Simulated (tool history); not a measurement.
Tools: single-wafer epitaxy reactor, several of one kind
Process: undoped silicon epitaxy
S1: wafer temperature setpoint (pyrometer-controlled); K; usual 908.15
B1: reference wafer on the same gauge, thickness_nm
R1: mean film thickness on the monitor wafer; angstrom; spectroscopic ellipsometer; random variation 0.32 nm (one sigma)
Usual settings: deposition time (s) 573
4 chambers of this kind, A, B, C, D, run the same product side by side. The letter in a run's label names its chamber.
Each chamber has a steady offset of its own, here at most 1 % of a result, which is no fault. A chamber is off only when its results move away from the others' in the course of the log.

{"run": "1A", "day": 0.558, "S1": 908.15, "deposition time (s)": 573, "B1": 76.079, "R1": 687.2}
{"run": "2D", "day": 1.017, "S1": 908.15, "deposition time (s)": 573, "B1": 76.116, "R1": 690}
{"run": "3C", "day": 1.388, "S1": 908.15, "deposition time (s)": 573, "B1": 76.091, "R1": 695.2}
{"run": "4B", "day": 2.033, "S1": 908.15, "deposition time (s)": 573, "B1": 76.056, "R1": 684.89}
{"run": "5A", "day": 2.621, "S1": 914.15, "deposition time (s)": 510, "B1": 76.057, "R1": 701.39}
{"run": "6B", "day": 2.971, "S1": 914.15, "deposition time (s)": 510, "B1": 76.055, "R1": 691.54}
{"run": "7D", "day": 3.467, "S1": 914.15, "deposition time (s)": 510, "B1": 76.101, "R1": 706.15}
{"run": "8C", "day": 3.779, "S1": 914.15, "deposition time (s)": 510, "B1": 76.13, "R1": 702.53}
{"run": "9A", "day": 4.088, "S1": 908.15, "deposition time (s)": 573, "B1": 76.122, "R1": 685.19}
{"run": "10B", "day": 4.554, "S1": 908.15, "deposition time (s)": 623, "B1": 76.114, "R1": 745.57}
{"run": "11D", "day": 5.2, "S1": 908.15, "deposition time (s)": 623, "B1": 76.117, "R1": 751.63}
{"run": "12C", "day": 5.679, "S1": 908.15, "deposition time (s)": 623, "B1": 76.037, "R1": 751.58}
{"run": "13D", "day": 6.25, "S1": 908.15, "deposition time (s)": 623, "B1": 76.158, "R1": 754.45}
{"run": "14C", "day": 6.771, "S1": 903.15, "deposition time (s)": 573, "B1": 76.18, "R1": 620.34}
{"run": "15B", "day": 7.121, "S1": 903.15, "deposition time (s)": 573, "B1": 76.136, "R1": 613.84}
{"run": "16A", "day": 7.696, "S1": 903.15, "deposition time (s)": 573, "B1": 76.056, "R1": 604.45}
{"run": "17D", "day": 8.233, "S1": 903.15, "deposition time (s)": 573, "B1": 76.152, "R1": 617.77}
{"run": "18B", "day": 8.683, "S1": 908.15, "deposition time (s)": 573, "B1": 76.187, "R1": 688.56}
{"run": "19A", "day": 9.217, "S1": 908.15, "deposition time (s)": 478, "B1": 76.099, "R1": 560.26}
{"run": "20C", "day": 9.671, "S1": 908.15, "deposition time (s)": 478, "B1": 76.157, "R1": 578.81}
{"run": "21B", "day": 10.154, "S1": 908.15, "deposition time (s)": 478, "B1": 76.132, "R1": 572.49}
{"run": "22D", "day": 10.55, "S1": 908.15, "deposition time (s)": 478, "B1": 76.091, "R1": 577.78}
{"run": "23A", "day": 10.879, "S1": 916.15, "deposition time (s)": 573, "B1": 76.151, "R1": 794.67}
{"run": "24C", "day": 11.225, "S1": 916.15, "deposition time (s)": 573, "B1": 76.027, "R1": 824.84}
{"run": "25C", "day": 11.896, "S1": 916.15, "deposition time (s)": 573, "B1": 76.027, "R1": 827.91}
{"run": "26B", "day": 12.204, "S1": 916.15, "deposition time (s)": 573, "B1": 76.069, "R1": 818.09}
{"run": "27A", "day": 12.754, "S1": 908.15, "deposition time (s)": 573, "B1": 76.166, "R1": 666.09}
{"run": "28D", "day": 13.188, "S1": 908.15, "deposition time (s)": 573, "B1": 76.101, "R1": 693.11}
{"run": "29B", "day": 13.758, "S1": 908.15, "deposition time (s)": 573, "B1": 76.118, "R1": 689.92}
{"run": "30A", "day": 14.229, "S1": 908.15, "deposition time (s)": 573, "B1": 76.121, "R1": 661.64}
{"run": "31D", "day": 14.821, "S1": 908.15, "deposition time (s)": 573, "B1": 76.162, "R1": 686.99}
{"run": "32C", "day": 15.454, "S1": 908.15, "deposition time (s)": 573, "B1": 76.129, "R1": 690.86}
{"run": "33B", "day": 16.0, "S1": 908.15, "deposition time (s)": 573, "B1": 76.02, "R1": 686.21}
{"run": "34A", "day": 16.429, "S1": 908.15, "deposition time (s)": 573, "B1": 76.127, "R1": 658.07}
{"run": "35C", "day": 16.821, "S1": 908.15, "deposition time (s)": 573, "B1": 76.108, "R1": 688.89}
{"run": "36D", "day": 17.15, "S1": 908.15, "deposition time (s)": 573, "B1": 76.185, "R1": 695.72}
{"run": "37D", "day": 17.475, "S1": 914.15, "deposition time (s)": 470, "B1": 76.113, "R1": 648.84}
{"run": "38B", "day": 17.858, "S1": 914.15, "deposition time (s)": 470, "B1": 76.161, "R1": 644.52}
{"run": "39A", "day": 18.15, "S1": 914.15, "deposition time (s)": 470, "B1": 76.14, "R1": 620.89}
{"day": 18.171, "done": "chamber B: pyrometer calibrated"}
{"run": "40C", "day": 18.612, "S1": 914.15, "deposition time (s)": 470, "B1": 76.096, "R1": 648.03}
{"run": "41B", "day": 19.071, "S1": 908.15, "deposition time (s)": 573, "B1": 76.099, "R1": 687.46}
{"run": "42A", "day": 19.742, "S1": 922.15, "deposition time (s)": 484, "B1": 76.12, "R1": 743.83}
{"run": "43C", "day": 20.312, "S1": 922.15, "deposition time (s)": 484, "B1": 76.102, "R1": 800.45}
{"run": "44D", "day": 20.925, "S1": 922.15, "deposition time (s)": 484, "B1": 76.168, "R1": 795.27}

All 4 chambers run these settings next. Forecast each chamber's results:
{"run": "45A", "day": 21.408, "S1": 918.15, "deposition time (s)": 573, "R1": "?"}
{"run": "45B", "day": 21.408, "S1": 918.15, "deposition time (s)": 573, "R1": "?"}
{"run": "45C", "day": 21.408, "S1": 918.15, "deposition time (s)": 573, "R1": "?"}
{"run": "45D", "day": 21.408, "S1": 918.15, "deposition time (s)": 573, "R1": "?"}

run=45A R1=820.89
run=45B R1=864.38
run=45C R1=870.07
run=45D R1=865.55

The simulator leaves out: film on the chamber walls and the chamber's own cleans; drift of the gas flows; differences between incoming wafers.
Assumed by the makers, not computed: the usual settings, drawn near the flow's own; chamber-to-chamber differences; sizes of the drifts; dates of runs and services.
